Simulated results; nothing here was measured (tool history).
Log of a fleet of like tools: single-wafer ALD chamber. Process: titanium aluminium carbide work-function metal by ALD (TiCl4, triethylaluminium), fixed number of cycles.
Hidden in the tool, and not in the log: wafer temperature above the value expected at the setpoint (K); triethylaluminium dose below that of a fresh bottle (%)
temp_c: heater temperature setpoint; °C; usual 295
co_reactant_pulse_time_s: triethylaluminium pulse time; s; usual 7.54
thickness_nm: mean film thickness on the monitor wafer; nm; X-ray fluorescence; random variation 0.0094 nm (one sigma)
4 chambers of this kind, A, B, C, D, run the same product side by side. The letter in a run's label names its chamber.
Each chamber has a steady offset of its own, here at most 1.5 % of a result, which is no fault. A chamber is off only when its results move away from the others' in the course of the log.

run,hour,temp_c,co_reactant_pulse_time_s,hours since the last thermocouple change,hours since the last triethylaluminium bottle change,"read-back reference wafer on the same gauge, thickness_nm",thickness_nm
1C,8.0,295,7.54,926.2,183.0,1.5198,1.8786
2B,14.4,295,7.54,819.5,120.5,1.5209,1.8479
# hour 15.1: chamber C: thermocouple changed; heater temperature recalibrated
3A,20.4,295,7.54,1049.1,793.9,1.5222,1.8768
4D,27.4,295,7.54,168.5,869.8,1.5183,1.8789
5A,32.9,295,7.54,1061.6,806.4,1.5189,1.8952
6D,40.6,295,7.54,181.7,883.0,1.5207,1.8841
7B,44.3,295,7.54,849.4,150.4,1.5205,1.8633
8C,49.4,295,7.54,34.4,224.4,1.5191,1.8493
9C,53.2,295,7.54,38.2,228.2,1.5207,1.8854
# hour 53.9: chamber A: triethylaluminium bottle replaced
10D,58.6,295,7.54,199.7,901.0,1.5185,1.8645
11B,63.2,295,7.54,868.3,169.3,1.5191,1.8576
12A,67.1,306,5.75,1095.8,13.3,1.5182,1.8494
13C,72.1,306,5.75,57.1,247.1,1.5220,1.8201
14A,79.7,306,5.75,1108.4,25.9,1.5196,1.8482
15B,87.0,306,5.75,892.1,193.1,1.5185,1.8199
16D,92.9,295,7.54,234.0,935.3,1.5191,1.8933
17B,97.6,295,7.54,902.7,203.7,1.5188,1.8722
18D,105.6,295,7.54,246.7,948.0,1.5194,1.8917
19A,109.2,295,7.54,1137.9,55.4,1.5195,1.8885
20C,115.6,295,7.54,100.6,290.6,1.5202,1.8162
21D,120.8,281,8.58,261.9,963.2,1.5204,1.8087
22B,125.4,281,8.58,930.5,231.5,1.5206,1.7834
23A,130.9,281,8.58,1159.6,77.1,1.5213,1.8093
24C,138.8,281,8.58,123.8,313.8,1.5210,1.7380
25A,142.6,295,7.54,1171.3,88.8,1.5211,1.8830
26B,148.5,295,7.54,953.6,254.6,1.5191,1.8671
27C,154.5,295,7.54,139.5,329.5,1.5208,1.7796
28D,161.4,295,7.54,302.5,1003.8,1.5203,1.8820
29D,166.1,295,7.54,307.2,1008.5,1.5206,1.9007
30B,172.9,295,7.54,978.0,279.0,1.5215,1.8580
31C,177.2,295,7.54,162.2,352.2,1.5188,1.7596

Next, every chamber runs the same settings. What will each give?
32A,183.0,283,7.54,,,,?
32B,183.0,283,7.54,,,,?
32C,183.0,283,7.54,,,,?
32D,183.0,283,7.54,,,,?

run,thickness_nm
32A,1.7862
32B,1.7548
32C,1.6666
32D,1.7990
